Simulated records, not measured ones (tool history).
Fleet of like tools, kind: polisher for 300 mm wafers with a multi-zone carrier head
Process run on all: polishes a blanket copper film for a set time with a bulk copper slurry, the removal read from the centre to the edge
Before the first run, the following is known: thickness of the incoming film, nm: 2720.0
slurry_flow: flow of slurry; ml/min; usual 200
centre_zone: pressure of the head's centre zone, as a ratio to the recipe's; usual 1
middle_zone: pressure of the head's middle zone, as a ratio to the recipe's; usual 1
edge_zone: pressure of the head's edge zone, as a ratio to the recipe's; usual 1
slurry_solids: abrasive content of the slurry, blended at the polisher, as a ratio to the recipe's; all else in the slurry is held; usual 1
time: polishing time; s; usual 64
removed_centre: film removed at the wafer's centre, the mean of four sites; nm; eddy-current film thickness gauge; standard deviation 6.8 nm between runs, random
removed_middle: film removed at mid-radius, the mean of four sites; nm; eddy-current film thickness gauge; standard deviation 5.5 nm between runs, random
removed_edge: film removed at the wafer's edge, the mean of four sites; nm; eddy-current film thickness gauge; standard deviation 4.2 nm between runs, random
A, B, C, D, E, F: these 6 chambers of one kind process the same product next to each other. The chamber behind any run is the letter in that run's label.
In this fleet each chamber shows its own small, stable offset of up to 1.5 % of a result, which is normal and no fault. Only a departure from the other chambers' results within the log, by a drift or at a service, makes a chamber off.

run   hour  slurry_flow  centre_zone  middle_zone  edge_zone  slurry_solids  time  removed_centre  removed_middle  removed_edge
      11.5  -- chamber A: slurry nozzle cleaned
 1F   14.3          200            1            1          1              1    64          682.50          667.84        671.20
      22.6  -- chamber B: slurry nozzle cleaned
 2D   24.2          200            1            1          1              1    64          664.46          675.52        681.22
 3C   38.7          200            1            1          1              1    64          675.67          685.98        676.87
      42.9  -- chamber F: worn pad replaced by a new one
 4E   51.4          200            1            1          1              1    64          663.20          692.18        676.76
      52.9  -- chamber D: slurry nozzle cleaned
      55.5  -- chamber B: worn pad replaced by a new one
 5B   63.8          200            1            1          1              1    64          674.04          679.86        677.68
 6A   71.9          200            1            1          1              1    64          672.24          683.75        666.28
      78.4  -- chamber D: worn pad replaced by a new one
 7C   80.8          200            1            1          1              1    64          672.04          685.92        682.82
      89.0  -- chamber A: worn pad replaced by a new one
 8F   91.7          200            1            1          1              1    64          665.45          669.53        667.65
      98.8  -- chamber F: slurry nozzle cleaned
 9D  106.8          200            1            1          1              1    64          666.34          688.58        683.02
10B  115.6          240            1            1          1              1    64          713.73          691.90        686.87
     123.8  -- chamber E: worn pad replaced by a new one
11A  125.8          240            1            1          1              1    64          692.16          694.57        694.62
     129.5  -- chamber F: edge zone pressure recalibrated
     131.1  -- chamber A: centre zone pressure recalibrated
     135.3  -- chamber F: worn pad replaced by a new one
12E  141.9          240            1            1          1              1    64          694.74          695.35        691.68
13A  149.4          240            1            1          1              1    64          692.51          700.41        689.23
     152.9  -- chamber D: edge zone pressure recalibrated
     159.0  -- chamber B: worn pad replaced by a new one
14F  159.2          240            1            1          1              1    64          696.20          692.95        683.91
     165.9  -- chamber D: worn pad replaced by a new one
15B  168.3          240            1            1          1              1    64          695.32          695.55        687.01
16E  179.1          200            1            1          1              1    64          669.96          682.13        675.82
17C  190.9          200            1            1          1              1    64          654.62          654.89        663.32
     205.5  -- chamber D: centre zone pressure recalibrated
18D  206.3          200            1            1          1              1    64          667.63          678.91        679.33
19F  218.1          200            1            1          1              1    64          681.47          671.65        673.29
     227.8  -- chamber F: worn pad replaced by a new one
     228.9  -- chamber A: worn pad replaced by a new one
20D  230.2          200            1            1          1              1    64          676.77          691.14        672.65
     244.1  -- chamber E: slurry nozzle cleaned
21C  244.4          200            1            1          1              1    64          644.02          647.11        647.25
     249.0  -- chamber B: worn pad replaced by a new one
22E  251.4          200            1            1          1              1    64          669.65          681.42        677.70
     262.9  -- chamber F: centre zone pressure recalibrated
     264.7  -- chamber D: worn pad replaced by a new one
23A  264.8          200            1            1          1              1    64          659.37          679.13        675.07
24B  274.2          200            1            1          1              1    64          680.75          681.63        676.19
25D  286.1          200            1            1          1              1    64          667.55          686.35        684.16
     292.6  -- chamber E: worn pad replaced by a new one
26C  294.9          200            1            1          1              1    64          638.59          642.63        639.98
27E  304.6          200            1            1          1              1    64          679.84          684.88        681.52
     305.9  -- chamber F: worn pad replaced by a new one
28F  316.6          200            1            1          1              1    64          679.61          683.37        678.02
29A  326.7          200            1            1          1              1    64          665.23          671.17        677.42
30B  334.6          200            1            1          1              1    64          679.85          670.97        663.16
31F  345.6          200            1            1          1              1    64          678.21          673.82        670.27
     351.1  -- chamber D: worn pad replaced by a new one
     359.7  -- chamber B: worn pad replaced by a new one
32B  361.3          200            1            1          1              1    64          683.93          685.78        672.32
     371.7  -- chamber A: worn pad replaced by a new one
33D  372.0          200            1            1          1              1    64          681.92          684.46        674.41
34A  385.5          200            1            1          1              1    64          681.01          667.64        677.21
35C  399.5          200            1            1          1              1    64          595.36          602.65        607.72
     413.8  -- chamber E: centre zone pressure recalibrated
36E  415.0          200            1            1          1              1    64          662.81          682.99        682.20
37E  426.7          200            1            1          1              1    64          674.89          674.95        677.80

Decide between three cases: one chamber stands off from its peers, the gauge reading all wafers drifts, or nothing is wrong past each chamber's small offset. Where a chamber is off, say which and what most likely put it there.

It is chamber C that slowly wanders off from its peers.
Likeliest cause: removal rate lost through wear of the pad, % = 12.2.

Which of the 4 candidates below, each the usual settings with something changed and its results left as question marks, puts chamber C back in line with what the other chambers give on the usual settings?
To be in line, a result may differ from the other chambers' mean on the usual settings by at most: removed_centre 24.00 nm; removed_middle 19.00 nm; removed_edge 15.00 nm
38C-1  438.2          200            1         1.00       1.00              1    67               ?               ?             ?
38C-2  438.2          195            1         0.99       1.00              1    57               ?               ?             ?
38C-3  438.2          200            1         1.00       1.00              1    61               ?               ?             ?
38C-4  438.2          205            1         1.00       1.01              1    72               ?               ?             ?

The mean the other chambers reach with the usual settings: removed_centre 675.83 nm; removed_middle 677.97 nm; removed_edge 676.09 nm
  run  removed_centre  removed_middle  removed_edge
38C-1          626.30          624.81        624.50
38C-2          530.57          524.80        529.91
38C-3          570.21          568.86        568.57
38C-4          675.70          673.80        676.38
38C-4 puts the chamber back in line with the other chambers.
